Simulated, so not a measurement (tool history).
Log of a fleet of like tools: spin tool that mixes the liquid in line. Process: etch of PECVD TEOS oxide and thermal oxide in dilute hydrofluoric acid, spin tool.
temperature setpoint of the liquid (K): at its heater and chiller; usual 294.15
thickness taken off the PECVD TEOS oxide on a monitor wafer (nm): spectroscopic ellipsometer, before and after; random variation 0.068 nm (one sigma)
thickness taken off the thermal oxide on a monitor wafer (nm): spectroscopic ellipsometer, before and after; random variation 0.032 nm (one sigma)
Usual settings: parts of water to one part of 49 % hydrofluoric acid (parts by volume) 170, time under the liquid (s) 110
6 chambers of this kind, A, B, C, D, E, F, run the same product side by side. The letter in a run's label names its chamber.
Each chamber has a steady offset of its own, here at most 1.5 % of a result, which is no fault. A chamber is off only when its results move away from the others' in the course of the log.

| run | hour | temperature setpoint of the liquid (K) | parts of water to one part of 49 % hydrofluoric acid (parts by volume) | time under the liquid (s) | read-back film thickness of the PECVD TEOS oxide reference wafer, read on the same gauge (nm) | read-back film thickness of the thermal oxide reference wafer, read on the same gauge (nm) | thickness taken off the PECVD TEOS oxide on a monitor wafer (nm) | thickness taken off the thermal oxide on a monitor wafer (nm) |
|---|---|---|---|---|---|---|---|---|
| 1A | 9.0 | 294.15 | 170 | 110 | 90.038 | 150.00 | 7.5492 | 2.5140 |
|  | 17.5 | chamber C: thermometer replaced |
| 2D | 20.4 | 294.15 | 170 | 110 | 89.986 | 150.02 | 7.6642 | 2.4614 |
| 3F | 32.4 | 294.15 | 170 | 110 | 90.046 | 150.01 | 7.5695 | 2.5256 |
| 4B | 39.8 | 294.15 | 170 | 110 | 90.023 | 149.95 | 7.6772 | 2.5094 |
| 5C | 52.7 | 294.15 | 170 | 110 | 90.007 | 149.98 | 7.6569 | 2.5573 |
| 6E | 63.8 | 294.15 | 170 | 110 | 89.973 | 149.97 | 7.5310 | 2.4719 |
| 7F | 76.3 | 294.15 | 170 | 110 | 90.012 | 149.99 | 7.6277 | 2.4878 |
| 8D | 85.9 | 294.15 | 170 | 110 | 89.990 | 150.00 | 7.6574 | 2.5385 |
| 9A | 93.5 | 294.15 | 170 | 110 | 89.996 | 150.00 | 7.7646 | 2.5423 |
| 10B | 103.2 | 294.15 | 170 | 110 | 89.988 | 149.99 | 7.6048 | 2.5802 |
| 11C | 117.3 | 294.15 | 170 | 110 | 90.018 | 150.01 | 7.7019 | 2.5048 |
| 12E | 125.2 | 294.15 | 170 | 110 | 89.989 | 150.01 | 7.6328 | 2.4744 |
| 13E | 140.4 | 294.15 | 170 | 110 | 90.010 | 149.99 | 7.6029 | 2.4919 |
| 14B | 154.1 | 294.15 | 170 | 110 | 90.026 | 149.99 | 7.4107 | 2.5823 |
|  | 155.7 | chamber A: hydrofluoric acid flow meter replaced |
| 15C | 165.2 | 294.15 | 210 | 85 | 90.000 | 149.99 | 4.5438 | 1.5090 |
| 16A | 176.5 | 294.15 | 210 | 85 | 89.956 | 149.99 | 4.5623 | 1.5146 |
|  | 176.8 | chamber F: hydrofluoric acid flow meter replaced |
| 17D | 188.7 | 294.15 | 210 | 85 | 90.025 | 149.99 | 4.6099 | 1.5120 |
| 18F | 195.5 | 294.15 | 210 | 85 | 89.992 | 149.99 | 4.6227 | 1.5347 |
| 19E | 206.0 | 294.15 | 210 | 85 | 90.007 | 150.00 | 4.5919 | 1.4989 |
| 20F | 219.2 | 294.15 | 210 | 85 | 89.995 | 149.99 | 4.5516 | 1.4972 |
| 21A | 234.5 | 294.15 | 170 | 110 | 90.052 | 149.97 | 7.5635 | 2.5354 |
| 22C | 248.4 | 294.15 | 170 | 110 | 89.994 | 150.03 | 7.5659 | 2.4918 |
| 23D | 261.0 | 294.15 | 170 | 110 | 90.010 | 150.00 | 7.5417 | 2.5214 |
|  | 271.2 | chamber D: thermometer replaced |
| 24B | 273.3 | 294.15 | 170 | 110 | 90.006 | 149.99 | 7.5909 | 2.5942 |
| 25B | 283.5 | 295.65 | 170 | 110 | 90.012 | 150.00 | 8.1226 | 2.7466 |
| 26F | 296.0 | 295.65 | 170 | 110 | 89.993 | 150.00 | 8.1341 | 2.6871 |
| 27C | 303.1 | 295.65 | 170 | 110 | 89.987 | 150.04 | 8.1195 | 2.7001 |
| 28D | 310.8 | 295.65 | 170 | 110 | 90.008 | 150.00 | 8.1131 | 2.6686 |
| 29E | 325.7 | 295.65 | 170 | 110 | 90.043 | 149.99 | 8.0467 | 2.7466 |
| 30A | 335.0 | 295.65 | 170 | 110 | 90.029 | 150.01 | 7.8726 | 2.6630 |
| 31A | 342.7 | 294.15 | 170 | 110 | 90.000 | 150.00 | 7.6524 | 2.5451 |
|  | 354.4 | chamber B: thermometer replaced |
| 32D | 356.6 | 294.15 | 170 | 110 | 89.998 | 149.95 | 7.7300 | 2.5359 |
| 33F | 364.9 | 294.15 | 170 | 110 | 89.971 | 149.99 | 7.6450 | 2.5473 |
| 34E | 373.9 | 294.15 | 170 | 110 | 90.015 | 149.98 | 7.7188 | 2.5587 |
| 35C | 381.9 | 294.15 | 215 | 110 | 90.021 | 150.02 | 5.7177 | 1.9344 |
| 36B | 391.4 | 294.15 | 215 | 110 | 90.026 | 149.99 | 5.7912 | 1.9316 |
| 37C | 404.6 | 294.15 | 215 | 110 | 90.030 | 149.97 | 5.8142 | 1.8831 |
| 38A | 412.1 | 294.15 | 215 | 110 | 90.026 | 150.02 | 5.8136 | 1.9066 |
| 39F | 426.9 | 294.15 | 215 | 110 | 90.011 | 150.00 | 5.7718 | 1.9016 |
| 40B | 438.9 | 294.15 | 215 | 110 | 89.986 | 150.00 | 5.7420 | 1.9669 |
| 41E | 445.9 | 290.15 | 170 | 145 | 89.982 | 150.01 | 8.5709 | 2.8444 |
| 42D | 458.3 | 290.15 | 170 | 145 | 90.014 | 150.00 | 8.6743 | 2.8424 |

What goes on in this fleet: one chamber off, a drifting gauge, or nothing beyond the chambers' own small offsets? Name the chamber and the cause, if any.

No chamber stands off beyond its own small offset, and the gauge holds steady.
